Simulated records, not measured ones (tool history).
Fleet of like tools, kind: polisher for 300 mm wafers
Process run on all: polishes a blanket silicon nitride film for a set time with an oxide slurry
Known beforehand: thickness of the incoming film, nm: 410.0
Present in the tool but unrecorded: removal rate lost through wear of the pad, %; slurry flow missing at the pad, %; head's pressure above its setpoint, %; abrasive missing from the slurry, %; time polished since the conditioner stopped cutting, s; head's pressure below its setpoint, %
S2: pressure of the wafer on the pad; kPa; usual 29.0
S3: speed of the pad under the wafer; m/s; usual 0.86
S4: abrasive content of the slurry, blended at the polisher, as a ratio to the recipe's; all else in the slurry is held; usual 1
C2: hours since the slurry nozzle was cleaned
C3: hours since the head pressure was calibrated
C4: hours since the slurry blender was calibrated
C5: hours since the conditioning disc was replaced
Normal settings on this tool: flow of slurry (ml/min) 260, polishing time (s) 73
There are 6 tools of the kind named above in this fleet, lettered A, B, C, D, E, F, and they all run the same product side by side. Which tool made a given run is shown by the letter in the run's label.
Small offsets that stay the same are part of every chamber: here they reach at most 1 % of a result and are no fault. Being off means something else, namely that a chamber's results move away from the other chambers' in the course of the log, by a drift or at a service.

{"run": "1C", "hour": 4.7, "flow of slurry (ml/min)": 260, "S2": 29.0, "S3": 0.86, "S4": 1, "polishing time (s)": 73, "wafers polished on this pad": 170, "C2": 672.2, "C3": 159.3, "C4": 185.1, "C5": 94.6, "film removed (nm)": 56.469}
{"hour": 6.2, "done": "chamber D: worn pad replaced by a new one"}
{"run": "2F", "hour": 7.9, "flow of slurry (ml/min)": 260, "S2": 29.0, "S3": 0.86, "S4": 1, "polishing time (s)": 73, "wafers polished on this pad": 788, "C2": 38.7, "C3": 1126.9, "C4": 201.2, "C5": 159.8, "film removed (nm)": 55.176}
{"hour": 10.4, "done": "chamber F: worn pad replaced by a new one"}
{"run": "3A", "hour": 11.6, "flow of slurry (ml/min)": 260, "S2": 29.0, "S3": 0.86, "S4": 1, "polishing time (s)": 73, "wafers polished on this pad": 431, "C2": 292.3, "C3": 213.4, "C4": 191.1, "C5": 44.9, "film removed (nm)": 55.406}
{"run": "4E", "hour": 17.1, "flow of slurry (ml/min)": 260, "S2": 29.0, "S3": 0.86, "S4": 1, "polishing time (s)": 73, "wafers polished on this pad": 723, "C2": 517.3, "C3": 152.3, "C4": 94.8, "C5": 287.4, "film removed (nm)": 55.766}
{"hour": 18.1, "done": "chamber B: worn pad replaced by a new one"}
{"run": "5D", "hour": 21.4, "flow of slurry (ml/min)": 260, "S2": 29.0, "S3": 0.86, "S4": 1, "polishing time (s)": 73, "wafers polished on this pad": 219, "C2": 239.8, "C3": 68.7, "C4": 30.3, "C5": 62.5, "film removed (nm)": 56.677}
{"run": "6B", "hour": 24.6, "flow of slurry (ml/min)": 260, "S2": 29.0, "S3": 0.86, "S4": 1, "polishing time (s)": 73, "wafers polished on this pad": 93, "C2": 229.0, "C3": 55.0, "C4": 46.2, "C5": 233.3, "film removed (nm)": 56.408}
{"run": "7E", "hour": 28.0, "flow of slurry (ml/min)": 260, "S2": 29.0, "S3": 0.86, "S4": 1, "polishing time (s)": 73, "wafers polished on this pad": 881, "C2": 528.2, "C3": 163.2, "C4": 105.7, "C5": 298.3, "film removed (nm)": 56.003}
{"run": "8C", "hour": 34.5, "flow of slurry (ml/min)": 260, "S2": 29.0, "S3": 0.86, "S4": 1, "polishing time (s)": 73, "wafers polished on this pad": 600, "C2": 702.0, "C3": 189.1, "C4": 214.9, "C5": 124.4, "film removed (nm)": 55.607}
{"hour": 34.9, "done": "chamber C: worn pad replaced by a new one"}
{"run": "9B", "hour": 38.2, "flow of slurry (ml/min)": 260, "S2": 37.9, "S3": 0.86, "S4": 1, "polishing time (s)": 73, "wafers polished on this pad": 289, "C2": 242.6, "C3": 68.6, "C4": 59.8, "C5": 246.9, "film removed (nm)": 72.897}
{"hour": 39.9, "done": "chamber E: worn pad replaced by a new one"}
{"hour": 40.6, "done": "chamber A: worn pad replaced by a new one"}
{"run": "10D", "hour": 43.6, "flow of slurry (ml/min)": 260, "S2": 37.9, "S3": 0.86, "S4": 1, "polishing time (s)": 73, "wafers polished on this pad": 539, "C2": 262.0, "C3": 90.9, "C4": 52.5, "C5": 84.7, "film removed (nm)": 73.919}
{"run": "11A", "hour": 48.2, "flow of slurry (ml/min)": 260, "S2": 37.9, "S3": 0.86, "S4": 1, "polishing time (s)": 73, "wafers polished on this pad": 110, "C2": 328.9, "C3": 250.0, "C4": 227.7, "C5": 81.5, "film removed (nm)": 72.923}
{"hour": 51.9, "done": "chamber B: slurry nozzle cleaned"}
{"run": "12F", "hour": 54.2, "flow of slurry (ml/min)": 260, "S2": 37.9, "S3": 0.86, "S4": 1, "polishing time (s)": 73, "wafers polished on this pad": 631, "C2": 85.0, "C3": 1173.2, "C4": 247.5, "C5": 206.1, "film removed (nm)": 72.729}
{"run": "13D", "hour": 59.2, "flow of slurry (ml/min)": 260, "S2": 37.9, "S3": 0.86, "S4": 1, "polishing time (s)": 73, "wafers polished on this pad": 764, "C2": 277.6, "C3": 106.5, "C4": 68.1, "C5": 100.3, "film removed (nm)": 73.435}
{"hour": 63.4, "done": "chamber F: slurry blender recalibrated"}
{"run": "14B", "hour": 64.5, "flow of slurry (ml/min)": 260, "S2": 37.9, "S3": 0.86, "S4": 1, "polishing time (s)": 73, "wafers polished on this pad": 669, "C2": 12.7, "C3": 94.9, "C4": 86.1, "C5": 273.2, "film removed (nm)": 72.526}
{"hour": 67.2, "done": "chamber C: worn pad replaced by a new one"}
{"hour": 68.5, "done": "chamber D: worn pad replaced by a new one"}
{"run": "15A", "hour": 70.2, "flow of slurry (ml/min)": 260, "S2": 29.0, "S3": 0.86, "S4": 1, "polishing time (s)": 73, "wafers polished on this pad": 427, "C2": 350.9, "C3": 272.0, "C4": 249.7, "C5": 103.5, "film removed (nm)": 55.509}
{"hour": 74.0, "done": "chamber F: worn pad replaced by a new one"}
{"run": "16F", "hour": 75.8, "flow of slurry (ml/min)": 260, "S2": 33.1, "S3": 0.86, "S4": 1, "polishing time (s)": 73, "wafers polished on this pad": 26, "C2": 106.6, "C3": 1194.8, "C4": 12.4, "C5": 227.7, "film removed (nm)": 63.174}
{"hour": 75.9, "done": "chamber D: slurry nozzle cleaned"}
{"hour": 78.8, "done": "chamber E: slurry nozzle cleaned"}
{"run": "17E", "hour": 80.9, "flow of slurry (ml/min)": 260, "S2": 33.1, "S3": 0.86, "S4": 1, "polishing time (s)": 73, "wafers polished on this pad": 591, "C2": 2.1, "C3": 216.1, "C4": 158.6, "C5": 351.2, "film removed (nm)": 63.641}
{"run": "18C", "hour": 87.4, "flow of slurry (ml/min)": 260, "S2": 33.1, "S3": 0.86, "S4": 1, "polishing time (s)": 73, "wafers polished on this pad": 291, "C2": 754.9, "C3": 242.0, "C4": 267.8, "C5": 177.3, "film removed (nm)": 63.519}
{"run": "19F", "hour": 90.4, "flow of slurry (ml/min)": 260, "S2": 33.1, "S3": 0.86, "S4": 1, "polishing time (s)": 73, "wafers polished on this pad": 236, "C2": 121.2, "C3": 1209.4, "C4": 27.0, "C5": 242.3, "film removed (nm)": 63.563}
{"run": "20C", "hour": 94.0, "flow of slurry (ml/min)": 260, "S2": 33.1, "S3": 0.86, "S4": 1, "polishing time (s)": 73, "wafers polished on this pad": 386, "C2": 761.5, "C3": 248.6, "C4": 274.4, "C5": 183.9, "film removed (nm)": 64.002}
{"hour": 96.4, "done": "chamber B: worn pad replaced by a new one"}
{"hour": 99.5, "done": "chamber C: worn pad replaced by a new one"}
{"run": "21D", "hour": 100.3, "flow of slurry (ml/min)": 260, "S2": 33.1, "S3": 0.86, "S4": 1, "polishing time (s)": 73, "wafers polished on this pad": 459, "C2": 24.5, "C3": 147.6, "C4": 109.2, "C5": 141.4, "film removed (nm)": 63.664}
{"hour": 100.6, "done": "chamber A: worn pad replaced by a new one"}
{"hour": 106.1, "done": "chamber B: slurry blender recalibrated"}
{"run": "22A", "hour": 106.7, "flow of slurry (ml/min)": 260, "S2": 29.0, "S3": 0.86, "S4": 1, "polishing time (s)": 73, "wafers polished on this pad": 88, "C2": 387.4, "C3": 308.5, "C4": 286.2, "C5": 140.0, "film removed (nm)": 56.306}
{"run": "23E", "hour": 112.3, "flow of slurry (ml/min)": 260, "S2": 29.0, "S3": 0.86, "S4": 1, "polishing time (s)": 73, "wafers polished on this pad": 1044, "C2": 33.5, "C3": 247.5, "C4": 190.0, "C5": 382.6, "film removed (nm)": 55.429}
{"hour": 113.7, "done": "chamber E: worn pad replaced by a new one"}
{"run": "24B", "hour": 116.1, "flow of slurry (ml/min)": 260, "S2": 29.0, "S3": 0.86, "S4": 1, "polishing time (s)": 73, "wafers polished on this pad": 284, "C2": 64.3, "C3": 146.5, "C4": 10.0, "C5": 324.8, "film removed (nm)": 56.25}
{"hour": 117.7, "done": "chamber D: slurry blender recalibrated"}
{"run": "25E", "hour": 120.4, "flow of slurry (ml/min)": 260, "S2": 29.0, "S3": 0.86, "S4": 1, "polishing time (s)": 73, "wafers polished on this pad": 97, "C2": 41.6, "C3": 255.6, "C4": 198.1, "C5": 390.7, "film removed (nm)": 55.75}
{"hour": 124.5, "done": "chamber F: worn pad replaced by a new one"}
{"run": "26D", "hour": 125.2, "flow of slurry (ml/min)": 260, "S2": 29.0, "S3": 0.64, "S4": 1, "polishing time (s)": 57, "wafers polished on this pad": 818, "C2": 49.4, "C3": 172.5, "C4": 7.6, "C5": 166.3, "film removed (nm)": 34.556}
{"run": "27A", "hour": 129.7, "flow of slurry (ml/min)": 260, "S2": 29.0, "S3": 0.64, "S4": 1, "polishing time (s)": 57, "wafers polished on this pad": 420, "C2": 410.4, "C3": 331.5, "C4": 309.2, "C5": 163.0, "film removed (nm)": 34.669}
{"hour": 129.8, "done": "chamber D: worn pad replaced by a new one"}
{"hour": 132.7, "done": "chamber E: conditioning disc replaced and pad reconditioned"}
{"hour": 133.5, "done": "chamber C: worn pad replaced by a new one"}
{"run": "28F", "hour": 135.4, "flow of slurry (ml/min)": 260, "S2": 29.0, "S3": 0.64, "S4": 1, "polishing time (s)": 57, "wafers polished on this pad": 158, "C2": 166.2, "C3": 1254.4, "C4": 72.0, "C5": 287.3, "film removed (nm)": 34.324}
{"run": "29B", "hour": 139.9, "flow of slurry (ml/min)": 260, "S2": 29.0, "S3": 0.64, "S4": 1, "polishing time (s)": 57, "wafers polished on this pad": 627, "C2": 88.1, "C3": 170.3, "C4": 33.8, "C5": 348.6, "film removed (nm)": 34.661}
{"run": "30C", "hour": 143.4, "flow of slurry (ml/min)": 260, "S2": 29.0, "S3": 0.64, "S4": 1, "polishing time (s)": 57, "wafers polished on this pad": 143, "C2": 810.9, "C3": 298.0, "C4": 323.8, "C5": 233.3, "film removed (nm)": 34.457}
{"run": "31C", "hour": 149.0, "flow of slurry (ml/min)": 260, "S2": 29.0, "S3": 0.64, "S4": 1, "polishing time (s)": 57, "wafers polished on this pad": 224, "C2": 816.5, "C3": 303.6, "C4": 329.4, "C5": 238.9, "film removed (nm)": 34.348}
{"run": "32D", "hour": 151.9, "flow of slurry (ml/min)": 260, "S2": 29.0, "S3": 0.86, "S4": 1, "polishing time (s)": 73, "wafers polished on this pad": 319, "C2": 76.1, "C3": 199.2, "C4": 34.3, "C5": 193.0, "film removed (nm)": 56.15}
{"hour": 154.8, "done": "chamber B: conditioning disc replaced and pad reconditioned"}
{"run": "33B", "hour": 156.9, "flow of slurry (ml/min)": 260, "S2": 29.0, "S3": 0.86, "S4": 1, "polishing time (s)": 73, "wafers polished on this pad": 872, "C2": 105.1, "C3": 187.3, "C4": 50.8, "C5": 2.2, "film removed (nm)": 55.231}
{"run": "34E", "hour": 160.7, "flow of slurry (ml/min)": 260, "S2": 29.0, "S3": 0.86, "S4": 1, "polishing time (s)": 73, "wafers polished on this pad": 678, "C2": 81.9, "C3": 295.9, "C4": 238.4, "C5": 28.0, "film removed (nm)": 56.101}
{"hour": 161.2, "done": "chamber F: head pressure recalibrated"}
{"hour": 161.3, "done": "chamber A: worn pad replaced by a new one"}
{"run": "35A", "hour": 166.8, "flow of slurry (ml/min)": 260, "S2": 29.0, "S3": 0.86, "S4": 1, "polishing time (s)": 73, "wafers polished on this pad": 79, "C2": 447.5, "C3": 368.6, "C4": 346.3, "C5": 200.1, "film removed (nm)": 55.43}
{"run": "36F", "hour": 170.2, "flow of slurry (ml/min)": 260, "S2": 29.0, "S3": 0.86, "S4": 1, "polishing time (s)": 73, "wafers polished on this pad": 660, "C2": 201.0, "C3": 9.1, "C4": 106.8, "C5": 322.1, "film removed (nm)": 55.472}
{"run": "37D", "hour": 174.4, "flow of slurry (ml/min)": 260, "S2": 29.0, "S3": 0.86, "S4": 1, "polishing time (s)": 73, "wafers polished on this pad": 643, "C2": 98.6, "C3": 221.7, "C4": 56.8, "C5": 215.5, "film removed (nm)": 56.138}

One chamber off, gauge drift, or nothing amiss beyond the chambers' own small offsets? If it is a chamber, which one, and what is the likeliest cause?

Nothing is wrong: each chamber keeps only its own small, steady offset and the gauge holds still.

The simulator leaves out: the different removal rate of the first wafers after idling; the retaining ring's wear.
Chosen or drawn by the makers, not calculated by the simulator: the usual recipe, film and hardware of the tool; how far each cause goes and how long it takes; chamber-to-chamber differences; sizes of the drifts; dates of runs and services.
